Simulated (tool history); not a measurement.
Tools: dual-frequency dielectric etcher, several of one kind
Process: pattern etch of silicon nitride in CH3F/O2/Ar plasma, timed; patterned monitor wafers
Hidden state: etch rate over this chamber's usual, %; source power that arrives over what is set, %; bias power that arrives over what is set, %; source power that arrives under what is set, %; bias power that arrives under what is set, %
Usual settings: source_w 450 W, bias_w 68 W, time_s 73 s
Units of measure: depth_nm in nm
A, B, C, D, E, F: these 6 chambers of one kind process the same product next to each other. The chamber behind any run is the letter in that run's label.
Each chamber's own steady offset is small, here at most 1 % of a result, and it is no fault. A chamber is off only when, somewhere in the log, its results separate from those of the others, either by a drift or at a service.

run   hour  source_w  bias_w  time_s  hours since the last wet clean  hours since the last source power generator calibration  hours since the last bias power generator calibration  read-back reference wafer on the same gauge, depth_nm  depth_nm
 1F   13.3       450      68      73                            89.2                                                    572.1                                                 2908.8                                                 46.414    52.370
 2D   24.0       450      68      73                            31.7                                                   1026.1                                                 1390.5                                                 46.379    52.798
 3B   31.1       450      68      73                           455.7                                                   2965.9                                                 1394.9                                                 46.385    52.733
 4C   40.9       450      68      73                           137.3                                                   3550.2                                                 1412.4                                                 46.360    52.128
 5E   49.5       450      68      73                           307.9                                                   1040.5                                                 2240.0                                                 46.363    52.544
 6A   61.7       450      68      73                           390.7                                                   1461.0                                                 3856.3                                                 46.373    52.232
 7F   73.3       450      68      73                           149.2                                                    632.1                                                 2968.8                                                 46.366    52.301
      74.4  -- chamber B: wet clean of the chamber
 8C   81.9       450      68      73                           178.3                                                   3591.2                                                 1453.4                                                 46.359    52.173
 9A   88.6       450      68      73                           417.6                                                   1487.9                                                 3883.2                                                 46.332    52.128
10D   97.5       450      68      73                           105.2                                                   1099.6                                                 1464.0                                                 46.323    52.717
11B  107.3       450      68      73                            33.0                                                   3042.1                                                 1471.1                                                 46.325    52.760
12E  118.3       450      53      92                           376.7                                                   1109.3                                                 2308.8                                                 46.329    61.219
13B  125.3       450      53      92                            51.0                                                   3060.1                                                 1489.1                                                 46.324    61.366
14E  137.2       450      53      92                           395.6                                                   1128.2                                                 2327.7                                                 46.326    61.052
15A  145.2       450      53      92                           474.2                                                   1544.5                                                 3939.8                                                 46.320    60.521
16C  154.5       450      53      92                           250.9                                                   3663.8                                                 1526.0                                                 46.312    60.652
17F  164.8       450      53      92                           240.7                                                    723.6                                                 3060.3                                                 46.304    60.813
18D  174.1       540      68      59                           181.8                                                   1176.2                                                 1540.6                                                 46.301    45.664
     179.8  -- chamber A: bias power generator calibrated
     181.3  -- chamber A: wet clean of the chamber
     183.6  -- chamber E: wet clean of the chamber
19D  184.1       540      68      59                           191.8                                                   1186.2                                                 1550.6                                                 46.300    45.616
20E  194.7       540      68      59                            11.1                                                   1185.7                                                 2385.2                                                 46.289    45.512
21A  203.0       540      68      59                            21.7                                                   1602.3                                                   23.3                                                 46.270    45.109
22B  213.6       540      68      59                           139.3                                                   3148.4                                                 1577.4                                                 46.283    45.600
23C  222.4       540      68      59                           318.8                                                   3731.7                                                 1593.9                                                 46.267    45.153
24F  230.8       450      68      73                           306.7                                                    789.6                                                 3126.3                                                 46.247    52.111
25E  237.2       450      68      73                            53.6                                                   1228.2                                                 2427.7                                                 46.248    52.393
26F  247.8       450      68      73                           323.7                                                    806.6                                                 3143.3                                                 46.246    52.135
27C  258.9       450      68      73                           355.3                                                   3768.2                                                 1630.4                                                 46.261    52.161
28D  265.2       450      68      73                           272.9                                                   1267.3                                                 1631.7                                                 46.231    52.625
     273.4  -- chamber F: bias power generator calibrated
29A  275.8       450      68      73                            94.5                                                   1675.1                                                   96.1                                                 46.224    52.046
30B  286.0       450      68      73                           211.7                                                   3220.8                                                 1649.8                                                 46.235    52.510
31E  294.5       450      68      73                           110.9                                                   1285.5                                                 2485.0                                                 46.231    52.406
32D  307.5       450      68      73                           315.2                                                   1309.6                                                 1674.0                                                 46.214    52.525
33F  319.4       450      68      73                           395.3                                                    878.2                                                   46.1                                                 46.195    52.152
34B  327.0       450      68      73                           252.7                                                   3261.8                                                 1690.8                                                 46.212    52.630
35C  335.3       450      68      73                           431.7                                                   3844.6                                                 1706.8                                                 46.198    51.945
36A  343.9       450      68      73                           162.6                                                   1743.2                                                  164.2                                                 46.197    51.954
37C  352.1       450      68      73                           448.5                                                   3861.4                                                 1723.6                                                 46.196    52.187
38D  364.2       450      68      73                           371.9                                                   1366.3                                                 1730.7                                                 46.188    52.577
39F  376.3       450      68      73                           452.2                                                    935.1                                                  103.0                                                 46.164    52.130
40B  385.1       450      68      73                           310.8                                                   3319.9                                                 1748.9                                                 46.168    52.580
41A  392.4       450      68      73                           211.1                                                   1791.7                                                  212.7                                                 46.159    51.833
42E  401.3       450      68      73                           217.7                                                   1392.3                                                 2591.8                                                 46.171    52.294
43B  407.5       450      68      73                           333.2                                                   3342.3                                                 1771.3                                                 46.170    52.407

All 6 chambers run these settings next. Forecast each chamber's results:
44A  417.0       450      68      73                                                                                                                                                                                                                ?
44B  417.0       450      68      73                                                                                                                                                                                                                ?
44C  417.0       450      68      73                                                                                                                                                                                                                ?
44D  417.0       450      68      73                                                                                                                                                                                                                ?
44E  417.0       450      68      73                                                                                                                                                                                                                ?
44F  417.0       450      68      73                                                                                                                                                                                                                ?

run  depth_nm
44A    51.982
44B    52.376
44C    51.894
44D    52.482
44E    52.349
44F    52.129

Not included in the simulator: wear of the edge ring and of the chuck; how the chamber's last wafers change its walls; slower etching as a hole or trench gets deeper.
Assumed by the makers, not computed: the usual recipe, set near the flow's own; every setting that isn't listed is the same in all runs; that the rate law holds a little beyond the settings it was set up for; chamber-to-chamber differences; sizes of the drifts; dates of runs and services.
